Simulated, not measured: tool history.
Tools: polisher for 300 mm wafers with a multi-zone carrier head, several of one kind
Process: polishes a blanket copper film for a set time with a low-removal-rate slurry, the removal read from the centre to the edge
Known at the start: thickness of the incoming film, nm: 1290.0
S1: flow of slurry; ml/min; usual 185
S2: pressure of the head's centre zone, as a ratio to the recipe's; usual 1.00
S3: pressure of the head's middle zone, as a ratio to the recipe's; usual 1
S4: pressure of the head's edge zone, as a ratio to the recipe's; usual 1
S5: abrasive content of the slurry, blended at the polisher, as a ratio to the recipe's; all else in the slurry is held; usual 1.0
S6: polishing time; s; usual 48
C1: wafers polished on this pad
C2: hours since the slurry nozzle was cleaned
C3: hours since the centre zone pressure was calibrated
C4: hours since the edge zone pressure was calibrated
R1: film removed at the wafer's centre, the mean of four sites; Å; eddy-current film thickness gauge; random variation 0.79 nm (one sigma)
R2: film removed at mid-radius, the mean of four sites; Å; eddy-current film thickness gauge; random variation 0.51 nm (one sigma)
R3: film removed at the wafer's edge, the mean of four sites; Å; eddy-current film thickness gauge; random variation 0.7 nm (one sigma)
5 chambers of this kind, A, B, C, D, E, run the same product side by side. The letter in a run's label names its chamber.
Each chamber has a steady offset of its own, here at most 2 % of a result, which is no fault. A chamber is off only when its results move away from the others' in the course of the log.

{"run": "1E", "hour": 4.4, "S1": 185, "S2": 1.0, "S3": 1, "S4": 1, "S5": 1.0, "S6": 48, "C1": 244, "C2": 382.7, "C3": 821.7, "C4": 433.9, "R1": 610.31, "R2": 614.67, "R3": 616.67}
{"run": "2A", "hour": 11.3, "S1": 185, "S2": 1.0, "S3": 1, "S4": 1, "S5": 1.0, "S6": 48, "C1": 696, "C2": 32.4, "C3": 450.1, "C4": 534.0, "R1": 601.79, "R2": 619.69, "R3": 607.77}
{"hour": 12.3, "done": "chamber C: worn pad replaced by a new one"}
{"run": "3D", "hour": 17.4, "S1": 185, "S2": 1.0, "S3": 1, "S4": 1, "S5": 1.0, "S6": 48, "C1": 583, "C2": 148.1, "C3": 478.1, "C4": 329.8, "R1": 627.85, "R2": 614.51, "R3": 621.42}
{"run": "4C", "hour": 21.1, "S1": 185, "S2": 1.0, "S3": 1, "S4": 1, "S5": 1.0, "S6": 48, "C1": 66, "C2": 608.6, "C3": 100.4, "C4": 295.0, "R1": 607.17, "R2": 617.43, "R3": 598.07}
{"run": "5B", "hour": 26.3, "S1": 185, "S2": 1.0, "S3": 1, "S4": 1, "S5": 1.0, "S6": 48, "C1": 464, "C2": 158.5, "C3": 147.4, "C4": 379.0, "R1": 608.86, "R2": 622.21, "R3": 616.29}
{"run": "6A", "hour": 30.3, "S1": 185, "S2": 1.0, "S3": 1, "S4": 1, "S5": 1.0, "S6": 48, "C1": 840, "C2": 51.4, "C3": 469.1, "C4": 553.0, "R1": 612.21, "R2": 616.93, "R3": 601.87}
{"run": "7E", "hour": 37.3, "S1": 185, "S2": 1.0, "S3": 1, "S4": 1, "S5": 1.0, "S6": 48, "C1": 492, "C2": 415.6, "C3": 854.6, "C4": 466.8, "R1": 625.47, "R2": 611.76, "R3": 615.39}
{"run": "8B", "hour": 42.6, "S1": 185, "S2": 1.0, "S3": 1, "S4": 1, "S5": 1.0, "S6": 48, "C1": 587, "C2": 174.8, "C3": 163.7, "C4": 395.3, "R1": 602.16, "R2": 605.36, "R3": 614.73}
{"hour": 44.4, "done": "chamber A: worn pad replaced by a new one"}
{"hour": 47.4, "done": "chamber D: slurry nozzle cleaned"}
{"run": "9C", "hour": 48.4, "S1": 185, "S2": 1.0, "S3": 1, "S4": 1, "S5": 1.0, "S6": 48, "C1": 272, "C2": 635.9, "C3": 127.7, "C4": 322.3, "R1": 603.9, "R2": 616.43, "R3": 616.95}
{"run": "10D", "hour": 52.0, "S1": 185, "S2": 1.0, "S3": 1, "S4": 1, "S5": 1.0, "S6": 48, "C1": 844, "C2": 4.7, "C3": 512.7, "C4": 364.4, "R1": 602.25, "R2": 606.44, "R3": 634.56}
{"run": "11D", "hour": 55.0, "S1": 185, "S2": 0.94, "S3": 1, "S4": 1, "S5": 0.8, "S6": 48, "C1": 866, "C2": 7.7, "C3": 515.7, "C4": 367.4, "R1": 553.7, "R2": 582.18, "R3": 600.69}
{"hour": 59.0, "done": "chamber B: worn pad replaced by a new one"}
{"run": "12E", "hour": 60.6, "S1": 185, "S2": 0.94, "S3": 1, "S4": 1, "S5": 0.8, "S6": 48, "C1": 667, "C2": 438.9, "C3": 877.9, "C4": 490.1, "R1": 543.13, "R2": 596.8, "R3": 580.19}
{"hour": 60.9, "done": "chamber E: centre zone pressure recalibrated"}
{"run": "13C", "hour": 65.8, "S1": 185, "S2": 0.94, "S3": 1, "S4": 1, "S5": 0.8, "S6": 48, "C1": 403, "C2": 653.3, "C3": 145.1, "C4": 339.7, "R1": 544.31, "R2": 590.2, "R3": 593.98}
{"run": "14A", "hour": 72.4, "S1": 185, "S2": 0.94, "S3": 1, "S4": 1, "S5": 0.8, "S6": 48, "C1": 211, "C2": 93.5, "C3": 511.2, "C4": 595.1, "R1": 539.62, "R2": 584.78, "R3": 582.8}
{"hour": 75.1, "done": "chamber E: worn pad replaced by a new one"}
{"run": "15B", "hour": 76.5, "S1": 185, "S2": 0.94, "S3": 1, "S4": 1, "S5": 0.8, "S6": 48, "C1": 132, "C2": 208.7, "C3": 197.6, "C4": 429.2, "R1": 545.61, "R2": 589.36, "R3": 583.41}
{"run": "16C", "hour": 81.4, "S1": 185, "S2": 1.0, "S3": 1, "S4": 1, "S5": 1.0, "S6": 48, "C1": 520, "C2": 668.9, "C3": 160.7, "C4": 355.3, "R1": 622.8, "R2": 614.21, "R3": 609.92}
{"run": "17B", "hour": 85.1, "S1": 185, "S2": 1.0, "S3": 1, "S4": 1, "S5": 1.3, "S6": 48, "C1": 196, "C2": 217.3, "C3": 206.2, "C4": 437.8, "R1": 650.96, "R2": 652.78, "R3": 640.38}
{"run": "18E", "hour": 89.7, "S1": 185, "S2": 1.0, "S3": 1, "S4": 1, "S5": 1.3, "S6": 48, "C1": 109, "C2": 468.0, "C3": 28.8, "C4": 519.2, "R1": 721.13, "R2": 654.22, "R3": 648.61}
{"hour": 92.7, "done": "chamber D: worn pad replaced by a new one"}
{"run": "19D", "hour": 94.3, "S1": 185, "S2": 1.0, "S3": 1, "S4": 1, "S5": 1.3, "S6": 48, "C1": 12, "C2": 47.0, "C3": 555.0, "C4": 406.7, "R1": 653.46, "R2": 650.89, "R3": 655.23}
{"run": "20A", "hour": 101.1, "S1": 185, "S2": 1.0, "S3": 1, "S4": 1, "S5": 1.3, "S6": 48, "C1": 427, "C2": 122.2, "C3": 539.9, "C4": 623.8, "R1": 645.44, "R2": 641.59, "R3": 638.44}
{"hour": 104.6, "done": "chamber C: slurry nozzle cleaned"}
{"run": "21E", "hour": 105.7, "S1": 185, "S2": 1.0, "S3": 1, "S4": 1, "S5": 1.3, "S6": 48, "C1": 230, "C2": 484.0, "C3": 44.8, "C4": 535.2, "R1": 721.59, "R2": 647.63, "R3": 649.93}
{"run": "22D", "hour": 112.2, "S1": 185, "S2": 1.0, "S3": 1, "S4": 1, "S5": 1.0, "S6": 48, "C1": 146, "C2": 64.9, "C3": 572.9, "C4": 424.6, "R1": 616.36, "R2": 612.88, "R3": 622.15}
{"run": "23A", "hour": 117.9, "S1": 185, "S2": 1.0, "S3": 1, "S4": 1, "S5": 1.0, "S6": 48, "C1": 553, "C2": 139.0, "C3": 556.7, "C4": 640.6, "R1": 610.38, "R2": 605.13, "R3": 606.74}
{"run": "24B", "hour": 121.7, "S1": 185, "S2": 1.0, "S3": 1, "S4": 1, "S5": 1.0, "S6": 48, "C1": 472, "C2": 253.9, "C3": 242.8, "C4": 474.4, "R1": 598.75, "R2": 613.9, "R3": 611.57}
{"run": "25C", "hour": 125.4, "S1": 185, "S2": 1.0, "S3": 1, "S4": 1, "S5": 1.0, "S6": 48, "C1": 851, "C2": 20.9, "C3": 204.7, "C4": 399.3, "R1": 604.55, "R2": 612.07, "R3": 604.94}
{"run": "26D", "hour": 130.1, "S1": 185, "S2": 1.0, "S3": 1, "S4": 1, "S5": 1.0, "S6": 48, "C1": 281, "C2": 82.8, "C3": 590.8, "C4": 442.5, "R1": 615.21, "R2": 616.54, "R3": 625.76}
{"hour": 133.0, "done": "chamber E: slurry nozzle cleaned"}
{"run": "27A", "hour": 133.9, "S1": 185, "S2": 1.0, "S3": 1, "S4": 1, "S5": 1.0, "S6": 48, "C1": 674, "C2": 155.0, "C3": 572.7, "C4": 656.6, "R1": 599.66, "R2": 607.92, "R3": 600.39}
{"run": "28B", "hour": 137.9, "S1": 185, "S2": 1.0, "S3": 1, "S4": 1, "S5": 1.0, "S6": 48, "C1": 594, "C2": 270.1, "C3": 259.0, "C4": 490.6, "R1": 617.87, "R2": 616.61, "R3": 612.69}
{"hour": 139.9, "done": "chamber C: edge zone pressure recalibrated"}
{"run": "29E", "hour": 143.5, "S1": 185, "S2": 1.0, "S3": 1, "S4": 1, "S5": 1.0, "S6": 48, "C1": 515, "C2": 10.6, "C3": 82.6, "C4": 573.0, "R1": 664.89, "R2": 615.5, "R3": 596.68}
{"run": "30C", "hour": 150.3, "S1": 185, "S2": 1.0, "S3": 1, "S4": 1, "S5": 1.0, "S6": 48, "C1": 1039, "C2": 45.8, "C3": 229.6, "C4": 10.4, "R1": 625.75, "R2": 616.39, "R3": 618.37}
{"run": "31D", "hour": 156.7, "S1": 185, "S2": 1.0, "S3": 1, "S4": 1, "S5": 1.0, "S6": 48, "C1": 481, "C2": 109.4, "C3": 617.4, "C4": 469.1, "R1": 610.89, "R2": 615.06, "R3": 615.61}
{"run": "32A", "hour": 162.9, "S1": 185, "S2": 1.0, "S3": 1, "S4": 1, "S5": 1.0, "S6": 33, "C1": 892, "C2": 184.0, "C3": 601.7, "C4": 685.6, "R1": 421.59, "R2": 419.03, "R3": 416.32}
{"run": "33C", "hour": 167.2, "S1": 185, "S2": 1.0, "S3": 1, "S4": 1, "S5": 1.0, "S6": 33, "C1": 1166, "C2": 62.7, "C3": 246.5, "C4": 27.3, "R1": 423.04, "R2": 425.21, "R3": 415.78}
{"run": "34E", "hour": 170.6, "S1": 185, "S2": 1.0, "S3": 1, "S4": 1, "S5": 1.0, "S6": 33, "C1": 719, "C2": 37.7, "C3": 109.7, "C4": 600.1, "R1": 470.44, "R2": 423.91, "R3": 423.02}

All 5 chambers run these settings next. Forecast each chamber's results:
{"run": "35A", "hour": 175.6, "S1": 185, "S2": 1.0, "S3": 1, "S4": 1, "S5": 1.0, "S6": 48, "R1": "?", "R2": "?", "R3": "?"}
{"run": "35B", "hour": 175.6, "S1": 185, "S2": 1.0, "S3": 1, "S4": 1, "S5": 1.0, "S6": 48, "R1": "?", "R2": "?", "R3": "?"}
{"run": "35C", "hour": 175.6, "S1": 185, "S2": 1.0, "S3": 1, "S4": 1, "S5": 1.0, "S6": 48, "R1": "?", "R2": "?", "R3": "?"}
{"run": "35D", "hour": 175.6, "S1": 185, "S2": 1.0, "S3": 1, "S4": 1, "S5": 1.0, "S6": 48, "R1": "?", "R2": "?", "R3": "?"}
{"run": "35E", "hour": 175.6, "S1": 185, "S2": 1.0, "S3": 1, "S4": 1, "S5": 1.0, "S6": 48, "R1": "?", "R2": "?", "R3": "?"}

run=35A R1=605.66 R2=619.52 R3=599.16
run=35B R1=611.95 R2=616.52 R3=597.87
run=35C R1=624.11 R2=620.33 R3=599.33
run=35D R1=619.45 R2=615.66 R3=618.42
run=35E R1=675.43 R2=620.91 R3=618.28

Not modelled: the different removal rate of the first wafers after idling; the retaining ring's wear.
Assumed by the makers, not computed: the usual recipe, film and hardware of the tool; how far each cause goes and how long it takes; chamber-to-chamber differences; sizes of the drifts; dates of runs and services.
